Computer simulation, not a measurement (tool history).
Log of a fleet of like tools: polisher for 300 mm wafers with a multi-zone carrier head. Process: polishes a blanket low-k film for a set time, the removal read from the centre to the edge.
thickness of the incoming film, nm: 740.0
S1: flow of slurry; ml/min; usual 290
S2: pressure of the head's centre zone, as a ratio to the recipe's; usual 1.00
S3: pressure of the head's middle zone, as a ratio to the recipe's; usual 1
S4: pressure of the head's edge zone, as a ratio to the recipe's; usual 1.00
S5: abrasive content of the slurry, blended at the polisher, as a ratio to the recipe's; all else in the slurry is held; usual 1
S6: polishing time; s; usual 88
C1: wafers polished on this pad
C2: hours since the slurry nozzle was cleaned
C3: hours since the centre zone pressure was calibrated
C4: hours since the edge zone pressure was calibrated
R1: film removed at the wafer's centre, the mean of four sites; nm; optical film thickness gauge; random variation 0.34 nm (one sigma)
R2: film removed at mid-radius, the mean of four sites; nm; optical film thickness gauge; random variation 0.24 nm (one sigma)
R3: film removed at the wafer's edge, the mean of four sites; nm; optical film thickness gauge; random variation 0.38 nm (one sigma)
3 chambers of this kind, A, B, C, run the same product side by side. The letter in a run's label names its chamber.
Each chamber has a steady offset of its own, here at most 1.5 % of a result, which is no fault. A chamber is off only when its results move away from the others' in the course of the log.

run    day   S1    S2  S3    S4  S5  S6    C1     C2     C3     C4      R1      R2      R3
     0.046  -- chamber B: worn pad replaced by a new one
 1B  0.179  290  1.00   1  1.00   1  88    35  721.4  100.5  543.7  26.870  27.467  26.551
 2A  0.433  290  1.00   1  1.00   1  88   473  382.3  504.0  110.2  27.685  27.477  27.031
     0.496  -- chamber B: slurry nozzle cleaned
 3C  0.704  290  1.00   1  1.00   1  88   254   62.3   83.2  425.7  27.135  26.918  27.035
 4C  0.862  290  1.00   1  1.00   1  88   295   66.1   87.0  429.5  27.797  26.947  27.125
     1.012  -- chamber A: worn pad replaced by a new one
 5B  1.029  290  1.00   1  1.00   1  88   257   12.8  120.9  564.1  27.059  27.474  27.191
 6A  1.192  290  1.00   1  1.00   1  88    46  400.5  522.2  128.4  27.356  26.687  27.355
 7A  1.367  290  1.00   1  1.00   1  88    92  404.7  526.4  132.6  27.537  27.772  26.922
 8C  1.642  290  1.00   1  1.00   1  88   499   84.8  105.7  448.2  27.371  27.464  27.034
 9B  1.912  290  1.00   1  1.00   1  88   488   34.0  142.1  585.3  27.327  27.492  27.572
10B  2.129  290  1.00   1  1.00   1  88   545   39.2  147.3  590.5  26.859  27.652  27.166
11C  2.362  290  1.00   1  1.00   1  88   687  102.1  123.0  465.5  27.600  26.780  26.701
12A  2.488  290  1.00   1  1.00   1  88   385  431.6  553.3  159.5  27.996  27.235  27.951
13A  2.692  290  1.00   1  1.00   1  88   438  436.5  558.2  164.4  27.639  27.307  27.965
14B  2.883  290  1.00   1  1.00   1  88   742   57.3  165.4  608.6  27.908  27.475  27.341
15C  3.083  290  1.00   1  1.00   1  88   875  119.4  140.3  482.8  27.185  27.170  27.016
16A  3.300  290  1.00   1  1.00   1  88   597  451.1  572.8  179.0  27.192  27.552  27.421
     3.317  -- chamber A: worn pad replaced by a new one
17B  3.446  290  1.00   1  1.00   1  88   889   70.8  178.9  622.1  27.594  27.797  27.450
18C  3.708  290  1.00   1  1.00   1  88  1039  134.4  155.3  497.8  27.502  26.961  27.254
19A  3.850  290  1.00   1  1.00   1  88   139  464.3  586.0  192.2  26.936  27.522  27.123
20B  4.117  290  1.00   1  1.00   1  88  1064   86.9  195.0  638.2  27.322  27.506  26.479
     4.154  -- chamber C: worn pad replaced by a new one
21C  4.279  290  1.00   1  1.00   1  88    33  148.1  169.0  511.5  27.404  26.695  27.317
22A  4.429  290  1.00   1  0.95   1  72   291  478.2  599.9  206.1  22.360  22.115  22.090
     4.588  -- chamber B: worn pad replaced by a new one
23C  4.642  290  1.00   1  0.95   1  72   128  156.8  177.7  520.2  22.649  22.436  21.674
24B  4.858  290  1.00   1  0.95   1  72    71  104.7  212.8  656.0  22.128  22.713  21.556
25B  5.062  290  1.00   1  1.00   1  88   124  109.6  217.7  660.9  27.311  27.775  27.118
26C  5.225  290  1.00   1  1.00   1  88   280  170.8  191.7  534.2  26.780  26.512  27.566

All 3 chambers run these settings next. Forecast each chamber's results:
27A  5.421  290  0.91   1  1.00   1  88                   ?   ?   ?
27B  5.421  290  0.91   1  1.00   1  88                   ?   ?   ?
27C  5.421  290  0.91   1  1.00   1  88                   ?   ?   ?

run      R1      R2      R3
27A  24.913  27.524  28.356
27B  24.948  27.360  27.053
27C  24.651  26.914  27.710
